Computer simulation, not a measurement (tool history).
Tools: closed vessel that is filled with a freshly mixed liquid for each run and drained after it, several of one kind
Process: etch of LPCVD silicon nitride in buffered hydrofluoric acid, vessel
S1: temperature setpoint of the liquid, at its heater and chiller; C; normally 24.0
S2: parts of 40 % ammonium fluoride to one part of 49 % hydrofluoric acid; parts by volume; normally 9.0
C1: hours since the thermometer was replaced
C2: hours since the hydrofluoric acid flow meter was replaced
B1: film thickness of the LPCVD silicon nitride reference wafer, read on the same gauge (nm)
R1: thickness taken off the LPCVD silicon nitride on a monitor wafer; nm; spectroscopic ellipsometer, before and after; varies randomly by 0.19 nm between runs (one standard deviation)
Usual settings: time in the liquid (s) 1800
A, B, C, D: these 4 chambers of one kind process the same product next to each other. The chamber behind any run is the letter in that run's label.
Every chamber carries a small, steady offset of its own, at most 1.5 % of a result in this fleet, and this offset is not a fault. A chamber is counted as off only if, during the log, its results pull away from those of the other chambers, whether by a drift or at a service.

run 1D day=0.112 | S1=24.0 S2=9.0 time_in_the_liquid_(s)=1800 | C1=371.1 C2=1273.4 | B1=50.001 | R1=24.949
run 2C day=0.208 | S1=24.0 S2=9.0 time_in_the_liquid_(s)=1800 | C1=1063.5 C2=800.2 | B1=49.999 | R1=24.860
run 3B day=0.371 | S1=24.0 S2=9.0 time_in_the_liquid_(s)=1800 | C1=242.5 C2=12.2 | B1=50.020 | R1=24.871
run 4A day=0.471 | S1=24.0 S2=9.0 time_in_the_liquid_(s)=1800 | C1=3308.6 C2=741.9 | B1=50.002 | R1=25.220
run 5C day=0.571 | S1=24.0 S2=10.5 time_in_the_liquid_(s)=2235 | C1=1072.2 C2=808.9 | B1=49.988 | R1=27.298
-- day=0.621 chamber C: hydrofluoric acid flow meter replaced
run 6D day=0.692 | S1=24.0 S2=10.5 time_in_the_liquid_(s)=2235 | C1=385.0 C2=1287.3 | B1=49.979 | R1=28.257
run 7B day=0.879 | S1=24.0 S2=10.5 time_in_the_liquid_(s)=2235 | C1=254.7 C2=24.4 | B1=50.014 | R1=27.599
run 8A day=1.079 | S1=24.0 S2=10.5 time_in_the_liquid_(s)=2235 | C1=3323.2 C2=756.5 | B1=49.998 | R1=27.614
run 9D day=1.217 | S1=24.0 S2=9.0 time_in_the_liquid_(s)=1800 | C1=397.6 C2=1299.9 | B1=50.016 | R1=25.198
run 10C day=1.417 | S1=24.0 S2=9.0 time_in_the_liquid_(s)=1800 | C1=1092.5 C2=19.1 | B1=49.998 | R1=24.760
run 11B day=1.529 | S1=24.0 S2=9.0 time_in_the_liquid_(s)=1800 | C1=270.3 C2=40.0 | B1=50.013 | R1=24.626
run 12A day=1.638 | S1=24.0 S2=9.0 time_in_the_liquid_(s)=1800 | C1=3336.6 C2=769.9 | B1=49.996 | R1=24.974
run 13A day=1.783 | S1=24.0 S2=9.0 time_in_the_liquid_(s)=1800 | C1=3340.1 C2=773.4 | B1=50.003 | R1=24.770
run 14D day=1.983 | S1=24.0 S2=9.0 time_in_the_liquid_(s)=1800 | C1=416.0 C2=1318.3 | B1=49.999 | R1=24.425
run 15C day=2.121 | S1=28.5 S2=9.0 time_in_the_liquid_(s)=1800 | C1=1109.4 C2=36.0 | B1=49.981 | R1=31.848
run 16B day=2.250 | S1=28.5 S2=9.0 time_in_the_liquid_(s)=1800 | C1=287.6 C2=57.3 | B1=49.980 | R1=32.146
run 17D day=2.421 | S1=28.5 S2=9.0 time_in_the_liquid_(s)=1800 | C1=426.5 C2=1328.8 | B1=50.011 | R1=31.474
run 18B day=2.588 | S1=28.5 S2=9.0 time_in_the_liquid_(s)=1800 | C1=295.7 C2=65.4 | B1=50.006 | R1=31.934
run 19C day=2.775 | S1=24.0 S2=9.0 time_in_the_liquid_(s)=1800 | C1=1125.1 C2=51.7 | B1=49.979 | R1=24.821
run 20A day=2.912 | S1=24.0 S2=9.0 time_in_the_liquid_(s)=1800 | C1=3367.2 C2=800.5 | B1=50.014 | R1=24.839
run 21D day=3.112 | S1=24.0 S2=6.5 time_in_the_liquid_(s)=1800 | C1=443.1 C2=1345.4 | B1=49.998 | R1=33.635
run 22C day=3.250 | S1=24.0 S2=6.5 time_in_the_liquid_(s)=1800 | C1=1136.5 C2=63.1 | B1=50.015 | R1=35.352
run 23B day=3.367 | S1=24.0 S2=6.5 time_in_the_liquid_(s)=1800 | C1=314.4 C2=84.1 | B1=50.019 | R1=34.420
run 24A day=3.521 | S1=24.0 S2=6.5 time_in_the_liquid_(s)=1800 | C1=3381.8 C2=815.1 | B1=49.979 | R1=35.081
run 25A day=3.650 | S1=27.5 S2=8.0 time_in_the_liquid_(s)=1800 | C1=3384.9 C2=818.2 | B1=49.982 | R1=34.249
run 26B day=3.833 | S1=27.5 S2=8.0 time_in_the_liquid_(s)=1800 | C1=325.6 C2=95.3 | B1=49.997 | R1=33.984
run 27C day=3.933 | S1=27.5 S2=8.0 time_in_the_liquid_(s)=1800 | C1=1152.9 C2=79.5 | B1=50.019 | R1=34.569
run 28D day=4.029 | S1=27.5 S2=8.0 time_in_the_liquid_(s)=1800 | C1=465.1 C2=1367.4 | B1=50.003 | R1=31.640
run 29A day=4.162 | S1=24.0 S2=9.0 time_in_the_liquid_(s)=1800 | C1=3397.2 C2=830.5 | B1=50.010 | R1=25.194
run 30B day=4.350 | S1=24.0 S2=9.0 time_in_the_liquid_(s)=1800 | C1=338.0 C2=107.7 | B1=50.006 | R1=25.080
run 31C day=4.496 | S1=24.0 S2=9.0 time_in_the_liquid_(s)=1800 | C1=1166.4 C2=93.0 | B1=49.995 | R1=25.175
run 32D day=4.642 | S1=24.0 S2=9.0 time_in_the_liquid_(s)=1800 | C1=479.8 C2=1382.1 | B1=50.008 | R1=23.955

Does one chamber stand apart from the rest, does the shared gauge drift, or is all well apart from small per-chamber offsets? Give the chamber and the most likely cause, where there is one.

Chamber D drifts away from the others.
Cause: hydrofluoric acid flow below the setpoint (%) = 9.76.
From this log alone, it may not be told apart from: liquid colder than its thermometer reads (K).

Here are 4 candidates for chamber D's next run, each the usual settings with a change, their results left as question marks. Which one brings its results back in line with what the others give on the usual settings?
Counts as in line when no further than this from what the other chambers average on the usual settings: R1 0.660 nm
run 33D-1 day=4.792 | S1=24.5 S2=9.0 time_in_the_liquid_(s)=1920 | R1=?
run 33D-2 day=4.792 | S1=22.0 S2=9.0 time_in_the_liquid_(s)=1800 | R1=?
run 33D-3 day=4.792 | S1=24.0 S2=9.0 time_in_the_liquid_(s)=1895 | R1=?
run 33D-4 day=4.792 | S1=24.0 S2=9.5 time_in_the_liquid_(s)=1800 | R1=?

On the usual settings, the other chambers give on average: R1 24.923 nm
run=33D-1 R1=25.988
run=33D-2 R1=21.244
run=33D-3 R1=24.961
run=33D-4 R1=22.513
The answer is 33D-3, which returns the chamber to within the allowed miss of the others.

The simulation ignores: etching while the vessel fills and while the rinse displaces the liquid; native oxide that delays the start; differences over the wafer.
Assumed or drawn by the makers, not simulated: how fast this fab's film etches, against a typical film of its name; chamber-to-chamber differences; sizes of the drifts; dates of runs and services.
